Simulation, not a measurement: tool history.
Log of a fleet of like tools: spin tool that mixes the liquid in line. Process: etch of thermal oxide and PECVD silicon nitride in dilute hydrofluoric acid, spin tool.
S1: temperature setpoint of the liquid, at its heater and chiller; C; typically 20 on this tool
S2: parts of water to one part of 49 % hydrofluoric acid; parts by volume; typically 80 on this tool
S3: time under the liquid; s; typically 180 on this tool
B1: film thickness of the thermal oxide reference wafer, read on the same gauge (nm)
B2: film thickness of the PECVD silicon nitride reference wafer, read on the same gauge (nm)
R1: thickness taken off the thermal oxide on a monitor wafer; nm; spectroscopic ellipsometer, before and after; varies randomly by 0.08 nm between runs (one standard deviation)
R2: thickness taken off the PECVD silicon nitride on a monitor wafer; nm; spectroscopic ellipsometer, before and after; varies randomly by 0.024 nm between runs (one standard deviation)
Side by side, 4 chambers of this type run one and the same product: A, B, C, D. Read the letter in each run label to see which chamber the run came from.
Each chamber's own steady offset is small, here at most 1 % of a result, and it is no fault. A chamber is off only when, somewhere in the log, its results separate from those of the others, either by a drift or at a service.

run    day  S1   S2   S3      B1      B2      R1      R2
 1D  0.204  20   80  180  40.005  69.996  9.0956  2.9395
 2B  0.483  20   80  180  40.033  70.005  9.0615  2.9227
 3C  0.758  20   80  180  40.000  70.013  9.0270  2.9308
 4A  0.962  20   80  180  40.031  70.011  9.0955  2.9185
 5D  1.142  20   80  180  40.012  69.994  8.9813  2.9243
 6B  1.325  20   80  180  40.047  70.001  8.8783  2.9548
     1.338  -- chamber C: hydrofluoric acid flow meter replaced
 7A  1.633  20   80  180  39.969  70.010  9.1622  2.9175
 8C  1.862  20   80  180  39.991  70.003  9.1106  2.9185
 9D  2.046  20   80  180  40.003  70.002  9.0017  2.9063
10C  2.217  20   80  180  40.057  69.984  8.8809  2.9652
11A  2.525  20   80  180  39.996  69.993  8.9544  2.9081
12B  2.862  20   80  180  40.009  70.010  8.9004  2.8984
13D  3.108  20   80  180  40.060  69.996  9.0176  2.9246
14C  3.275  20   80  180  39.992  69.981  8.9812  2.9454
15B  3.454  20   80  180  39.948  69.997  8.8252  2.8789
16A  3.829  20   80  180  39.995  69.999  9.0853  2.9156
17B  4.062  20   80  180  39.982  69.999  8.9504  2.9556
18D  4.421  20   80  180  39.993  69.999  9.0415  2.9158
19A  4.600  20   80  180  39.980  69.982  9.1188  2.8992
20C  4.971  20  105  245  40.009  69.988  9.1196  3.0541
21C  5.321  20  105  245  40.008  69.984  8.9547  3.0143
22B  5.658  20  105  245  39.969  69.996  8.9374  3.0128
23D  5.958  20  105  245  40.004  70.015  9.1566  3.0930
24A  6.229  20   80  180  39.996  69.997  8.9019  2.8989
25C  6.475  20   80  180  39.988  70.004  9.0508  2.9335
26B  6.717  20   80  180  40.023  69.988  8.8915  2.9226
27A  6.996  17   80  180  39.996  70.004  7.9799  2.3699
28D  7.258  17   80  180  40.024  69.983  8.0723  2.3460
29B  7.579  17   80  180  39.980  70.014  7.8187  2.3695
30A  7.875  17   80  180  40.025  69.988  7.9915  2.3769
31C  8.204  20   80  180  40.028  70.027  9.0294  2.9155

Is one chamber out of step, is the gauge drifting, or do the chambers differ by no more than their own small offsets? For an off chamber, give its letter and the likeliest cause.

Neither any chamber nor the gauge drifts; the chambers differ only by their own small, steady offsets.
